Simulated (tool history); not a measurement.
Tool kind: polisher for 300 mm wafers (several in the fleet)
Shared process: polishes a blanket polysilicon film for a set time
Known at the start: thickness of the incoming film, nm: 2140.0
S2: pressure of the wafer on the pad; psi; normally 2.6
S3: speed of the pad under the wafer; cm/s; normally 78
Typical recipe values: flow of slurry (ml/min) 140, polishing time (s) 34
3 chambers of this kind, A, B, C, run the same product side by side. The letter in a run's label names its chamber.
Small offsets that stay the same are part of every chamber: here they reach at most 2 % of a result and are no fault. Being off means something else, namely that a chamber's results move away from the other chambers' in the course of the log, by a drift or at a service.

{"run": "1A", "hour": 6.7, "flow of slurry (ml/min)": 140, "S2": 2.6, "S3": 78, "polishing time (s)": 34, "film removed (angstrom)": 1659.2}
{"hour": 8.5, "done": "chamber B: worn pad replaced by a new one"}
{"run": "2C", "hour": 16.9, "flow of slurry (ml/min)": 140, "S2": 2.6, "S3": 78, "polishing time (s)": 34, "film removed (angstrom)": 1668.9}
{"run": "3B", "hour": 26.0, "flow of slurry (ml/min)": 140, "S2": 2.6, "S3": 78, "polishing time (s)": 34, "film removed (angstrom)": 1703.8}
{"hour": 27.6, "done": "chamber A: worn pad replaced by a new one"}
{"run": "4C", "hour": 34.1, "flow of slurry (ml/min)": 140, "S2": 2.6, "S3": 78, "polishing time (s)": 34, "film removed (angstrom)": 1673.3}
{"hour": 38.4, "done": "chamber C: worn pad replaced by a new one"}
{"run": "5B", "hour": 44.2, "flow of slurry (ml/min)": 140, "S2": 2.6, "S3": 78, "polishing time (s)": 34, "film removed (angstrom)": 1695.2}
{"run": "6A", "hour": 55.8, "flow of slurry (ml/min)": 140, "S2": 2.6, "S3": 78, "polishing time (s)": 34, "film removed (angstrom)": 1670.5}
{"run": "7B", "hour": 65.2, "flow of slurry (ml/min)": 140, "S2": 2.6, "S3": 78, "polishing time (s)": 34, "film removed (angstrom)": 1700.8}
{"run": "8C", "hour": 73.9, "flow of slurry (ml/min)": 140, "S2": 2.6, "S3": 78, "polishing time (s)": 34, "film removed (angstrom)": 1684.2}
{"run": "9A", "hour": 88.4, "flow of slurry (ml/min)": 140, "S2": 2.6, "S3": 78, "polishing time (s)": 28, "film removed (angstrom)": 1391.3}
{"hour": 98.9, "done": "chamber B: worn pad replaced by a new one"}
{"run": "10A", "hour": 102.3, "flow of slurry (ml/min)": 140, "S2": 2.6, "S3": 78, "polishing time (s)": 28, "film removed (angstrom)": 1374.2}
{"run": "11C", "hour": 113.8, "flow of slurry (ml/min)": 140, "S2": 2.6, "S3": 78, "polishing time (s)": 28, "film removed (angstrom)": 1377.6}
{"hour": 124.9, "done": "chamber A: worn pad replaced by a new one"}
{"run": "12B", "hour": 126.2, "flow of slurry (ml/min)": 140, "S2": 2.6, "S3": 78, "polishing time (s)": 34, "film removed (angstrom)": 1702.3}
{"run": "13A", "hour": 136.7, "flow of slurry (ml/min)": 140, "S2": 2.6, "S3": 78, "polishing time (s)": 34, "film removed (angstrom)": 1660.9}
{"hour": 141.7, "done": "chamber C: worn pad replaced by a new one"}
{"run": "14B", "hour": 145.8, "flow of slurry (ml/min)": 140, "S2": 2.6, "S3": 78, "polishing time (s)": 34, "film removed (angstrom)": 1731.3}
{"run": "15C", "hour": 159.6, "flow of slurry (ml/min)": 140, "S2": 2.6, "S3": 78, "polishing time (s)": 34, "film removed (angstrom)": 1661.7}
{"run": "16A", "hour": 173.1, "flow of slurry (ml/min)": 140, "S2": 2.6, "S3": 78, "polishing time (s)": 34, "film removed (angstrom)": 1678.9}
{"run": "17C", "hour": 179.7, "flow of slurry (ml/min)": 140, "S2": 2.6, "S3": 94, "polishing time (s)": 34, "film removed (angstrom)": 2037.6}
{"hour": 181.8, "done": "chamber B: slurry nozzle cleaned"}
{"run": "18B", "hour": 187.7, "flow of slurry (ml/min)": 140, "S2": 2.6, "S3": 94, "polishing time (s)": 34, "film removed (angstrom)": 2023.6}
{"run": "19B", "hour": 196.3, "flow of slurry (ml/min)": 140, "S2": 2.6, "S3": 94, "polishing time (s)": 34, "film removed (angstrom)": 2028.5}
{"hour": 200.4, "done": "chamber B: worn pad replaced by a new one"}
{"run": "20A", "hour": 209.5, "flow of slurry (ml/min)": 140, "S2": 2.6, "S3": 78, "polishing time (s)": 34, "film removed (angstrom)": 1668.4}
{"run": "21C", "hour": 219.5, "flow of slurry (ml/min)": 140, "S2": 2.6, "S3": 78, "polishing time (s)": 34, "film removed (angstrom)": 1686.1}
{"hour": 223.6, "done": "chamber A: worn pad replaced by a new one"}
{"run": "22A", "hour": 234.1, "flow of slurry (ml/min)": 140, "S2": 2.6, "S3": 78, "polishing time (s)": 34, "film removed (angstrom)": 1673.3}
{"hour": 235.2, "done": "chamber A: head pressure recalibrated"}
{"hour": 239.6, "done": "chamber C: worn pad replaced by a new one"}
{"run": "23B", "hour": 243.8, "flow of slurry (ml/min)": 140, "S2": 2.6, "S3": 78, "polishing time (s)": 34, "film removed (angstrom)": 1677.6}
{"run": "24C", "hour": 257.9, "flow of slurry (ml/min)": 140, "S2": 2.6, "S3": 78, "polishing time (s)": 34, "film removed (angstrom)": 1653.6}
{"run": "25B", "hour": 271.0, "flow of slurry (ml/min)": 140, "S2": 2.6, "S3": 78, "polishing time (s)": 34, "film removed (angstrom)": 1711.4}
{"run": "26A", "hour": 280.3, "flow of slurry (ml/min)": 140, "S2": 2.6, "S3": 78, "polishing time (s)": 34, "film removed (angstrom)": 1670.3}
{"hour": 283.9, "done": "chamber B: worn pad replaced by a new one"}
{"run": "27C", "hour": 294.7, "flow of slurry (ml/min)": 140, "S2": 2.6, "S3": 78, "polishing time (s)": 34, "film removed (angstrom)": 1677.3}
{"run": "28C", "hour": 308.8, "flow of slurry (ml/min)": 140, "S2": 2.6, "S3": 78, "polishing time (s)": 34, "film removed (angstrom)": 1689.1}
{"hour": 310.6, "done": "chamber A: worn pad replaced by a new one"}
{"run": "29A", "hour": 317.8, "flow of slurry (ml/min)": 175, "S2": 2.6, "S3": 62, "polishing time (s)": 34, "film removed (angstrom)": 1403.7}
{"hour": 324.0, "done": "chamber C: head pressure recalibrated"}
{"run": "30B", "hour": 332.3, "flow of slurry (ml/min)": 175, "S2": 2.6, "S3": 62, "polishing time (s)": 34, "film removed (angstrom)": 1387.7}
{"hour": 340.0, "done": "chamber C: worn pad replaced by a new one"}
{"run": "31A", "hour": 345.7, "flow of slurry (ml/min)": 175, "S2": 2.6, "S3": 62, "polishing time (s)": 34, "film removed (angstrom)": 1366.4}
{"run": "32B", "hour": 355.6, "flow of slurry (ml/min)": 140, "S2": 2.6, "S3": 78, "polishing time (s)": 34, "film removed (angstrom)": 1668.3}
{"hour": 365.0, "done": "chamber B: worn pad replaced by a new one"}
{"run": "33C", "hour": 367.4, "flow of slurry (ml/min)": 140, "S2": 2.6, "S3": 78, "polishing time (s)": 34, "film removed (angstrom)": 1676.7}
{"run": "34C", "hour": 375.1, "flow of slurry (ml/min)": 140, "S2": 2.6, "S3": 78, "polishing time (s)": 34, "film removed (angstrom)": 1678.7}
{"run": "35A", "hour": 383.7, "flow of slurry (ml/min)": 140, "S2": 2.6, "S3": 78, "polishing time (s)": 34, "film removed (angstrom)": 1681.1}
{"run": "36B", "hour": 390.1, "flow of slurry (ml/min)": 140, "S2": 2.6, "S3": 78, "polishing time (s)": 34, "film removed (angstrom)": 1708.6}
{"run": "37C", "hour": 399.9, "flow of slurry (ml/min)": 140, "S2": 2.6, "S3": 78, "polishing time (s)": 34, "film removed (angstrom)": 1692.1}
{"hour": 407.3, "done": "chamber A: slurry nozzle cleaned"}
{"run": "38B", "hour": 407.5, "flow of slurry (ml/min)": 140, "S2": 2.6, "S3": 78, "polishing time (s)": 34, "film removed (angstrom)": 1695.8}
{"hour": 417.3, "done": "chamber A: worn pad replaced by a new one"}
{"run": "39A", "hour": 420.8, "flow of slurry (ml/min)": 140, "S2": 2.6, "S3": 78, "polishing time (s)": 34, "film removed (angstrom)": 1695.3}
{"hour": 421.3, "done": "chamber C: worn pad replaced by a new one"}
{"hour": 424.3, "done": "chamber C: slurry nozzle cleaned"}
{"run": "40A", "hour": 427.8, "flow of slurry (ml/min)": 140, "S2": 2.6, "S3": 78, "polishing time (s)": 34, "film removed (angstrom)": 1654.1}
{"run": "41B", "hour": 438.5, "flow of slurry (ml/min)": 140, "S2": 2.6, "S3": 78, "polishing time (s)": 34, "film removed (angstrom)": 1721.7}
{"run": "42C", "hour": 447.1, "flow of slurry (ml/min)": 140, "S2": 2.6, "S3": 78, "polishing time (s)": 39, "film removed (angstrom)": 1869.1}
{"run": "43C", "hour": 455.0, "flow of slurry (ml/min)": 140, "S2": 2.6, "S3": 78, "polishing time (s)": 39, "film removed (angstrom)": 1929.5}
{"run": "44A", "hour": 464.2, "flow of slurry (ml/min)": 140, "S2": 2.6, "S3": 78, "polishing time (s)": 39, "film removed (angstrom)": 1935.8}

Which is it: a chamber that has drifted or been left off by a service, a gauge drift common to all chambers, or only each chamber's usual small offset? If a chamber is off, name it and its likeliest cause.

All chambers stay in line apart from their small fixed offsets, and the gauge does not drift.
